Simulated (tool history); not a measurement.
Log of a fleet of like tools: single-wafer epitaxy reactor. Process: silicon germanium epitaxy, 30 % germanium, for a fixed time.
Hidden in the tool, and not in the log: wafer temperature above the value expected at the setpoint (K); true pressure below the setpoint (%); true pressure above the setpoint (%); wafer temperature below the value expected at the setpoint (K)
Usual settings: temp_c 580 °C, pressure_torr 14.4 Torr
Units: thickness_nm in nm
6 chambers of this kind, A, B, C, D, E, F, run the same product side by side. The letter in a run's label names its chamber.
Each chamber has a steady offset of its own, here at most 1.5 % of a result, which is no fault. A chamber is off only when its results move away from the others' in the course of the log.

| run | hour | temp_c | pressure_torr | hours since the last pyrometer calibration | hours since the last manometer calibration | read-back reference wafer on the same gauge, thickness_nm | thickness_nm |
|---|---|---|---|---|---|---|---|
|  | 6.7 | chamber F: capacitance manometer re-zeroed and calibrated |
| 1B | 7.5 | 580 | 14.4 | 1483.4 | 1509.4 | 35.29 | 35.389 |
| 2F | 16.8 | 580 | 14.4 | 1433.5 | 10.1 | 35.308 | 35.663 |
| 3A | 25.5 | 580 | 14.4 | 2126.6 | 1171.3 | 35.275 | 35.919 |
| 4C | 30.4 | 580 | 14.4 | 1203.5 | 130.1 | 35.293 | 35.163 |
| 5E | 39.5 | 580 | 14.4 | 1342.8 | 332.2 | 35.311 | 35.352 |
| 6D | 44.8 | 580 | 14.4 | 640.7 | 820.8 | 35.301 | 35.779 |
| 7B | 52.1 | 580 | 14.4 | 1528 | 1554 | 35.319 | 35.198 |
| 8A | 58.6 | 580 | 14.4 | 2159.7 | 1204.4 | 35.314 | 35.695 |
| 9C | 67.5 | 580 | 14.4 | 1240.6 | 167.2 | 35.337 | 35.212 |
| 10E | 72.7 | 580 | 14.4 | 1376 | 365.4 | 35.311 | 35.369 |
| 11F | 80.7 | 580 | 14.4 | 1497.4 | 74 | 35.29 | 35.48 |
| 12D | 85.2 | 580 | 14.4 | 681.1 | 861.2 | 35.278 | 35.68 |
| 13A | 90.6 | 580 | 14.4 | 2191.7 | 1236.4 | 35.285 | 35.857 |
| 14B | 97 | 580 | 14.4 | 1572.9 | 1598.9 | 35.315 | 35.394 |
| 15F | 104.7 | 580 | 14.4 | 1521.4 | 98 | 35.321 | 35.499 |
| 16D | 109.3 | 580 | 14.4 | 705.2 | 885.3 | 35.284 | 35.649 |
| 17C | 118.8 | 580 | 14.4 | 1291.9 | 218.5 | 35.292 | 34.985 |
| 18E | 126 | 580 | 14.4 | 1429.3 | 418.7 | 35.313 | 35.125 |
| 19F | 135.8 | 580 | 14.4 | 1552.5 | 129.1 | 35.32 | 35.456 |
| 20A | 144.2 | 580 | 14.4 | 2245.3 | 1290 | 35.306 | 35.891 |
| 21D | 149.8 | 580 | 14.4 | 745.7 | 925.8 | 35.334 | 35.874 |
| 22C | 155.6 | 580 | 14.4 | 1328.7 | 255.3 | 35.304 | 35.112 |
| 23E | 163.9 | 580 | 14.4 | 1467.2 | 456.6 | 35.298 | 34.776 |
| 24B | 170.6 | 580 | 14.4 | 1646.5 | 1672.5 | 35.313 | 35.41 |
| 25E | 179.3 | 580 | 14.4 | 1482.6 | 472 | 35.312 | 34.689 |
| 26A | 184.4 | 580 | 14.4 | 2285.5 | 1330.2 | 35.301 | 35.772 |
| 27F | 193.2 | 580 | 14.4 | 1609.9 | 186.5 | 35.307 | 35.344 |
| 28C | 202.8 | 580 | 16 | 1375.9 | 302.5 | 35.304 | 36.483 |
|  | 208.9 | chamber F: pyrometer calibrated |
| 29B | 211.9 | 580 | 16 | 1687.8 | 1713.8 | 35.304 | 37.043 |
| 30D | 220.3 | 580 | 16 | 816.2 | 996.3 | 35.307 | 37.267 |
| 31A | 226 | 580 | 16 | 2327.1 | 1371.8 | 35.293 | 37.475 |
| 32E | 231.8 | 580 | 16 | 1535.1 | 524.5 | 35.303 | 35.939 |
| 33C | 241.6 | 580 | 16 | 1414.7 | 341.3 | 35.317 | 36.474 |
| 34F | 249.5 | 593 | 16.8 | 40.6 | 242.8 | 35.286 | 48.307 |
| 35D | 257.3 | 593 | 16.8 | 853.2 | 1033.3 | 35.301 | 48.484 |
| 36B | 265.2 | 593 | 16.8 | 1741.1 | 1767.1 | 35.283 | 48.308 |

What goes on in this fleet: one chamber off, a drifting gauge, or nothing beyond the chambers' own small offsets? Name the chamber and the cause, if any.

Chamber E drifts away from the others.
Cause: true pressure below the setpoint (%) = 7.01.
The log may not tell that from: wafer temperature below the value expected at the setpoint (K).

Here are 4 candidates for chamber E's next run, each the usual settings with a change, their results left as question marks. Which one brings its results back in line with what the others give on the usual settings?
In line means no further than this from the other chambers' mean on the usual settings: thickness_nm 0.4 nm
| 37E-1 | 272.3 | 580 | 13.1 |  |  |  | ? |
| 37E-2 | 272.3 | 583 | 14.7 |  |  |  | ? |
| 37E-3 | 272.3 | 580 | 12.3 |  |  |  | ? |
| 37E-4 | 272.3 | 580 | 15.7 |  |  |  | ? |

The other chambers' mean on the usual settings: thickness_nm 35.535 nm
| run | thickness_nm |
|---|---|
| 37E-1 | 32.938 |
| 37E-2 | 36.534 |
| 37E-3 | 32.109 |
| 37E-4 | 35.438 |
37E-4 brings the chamber back in line.
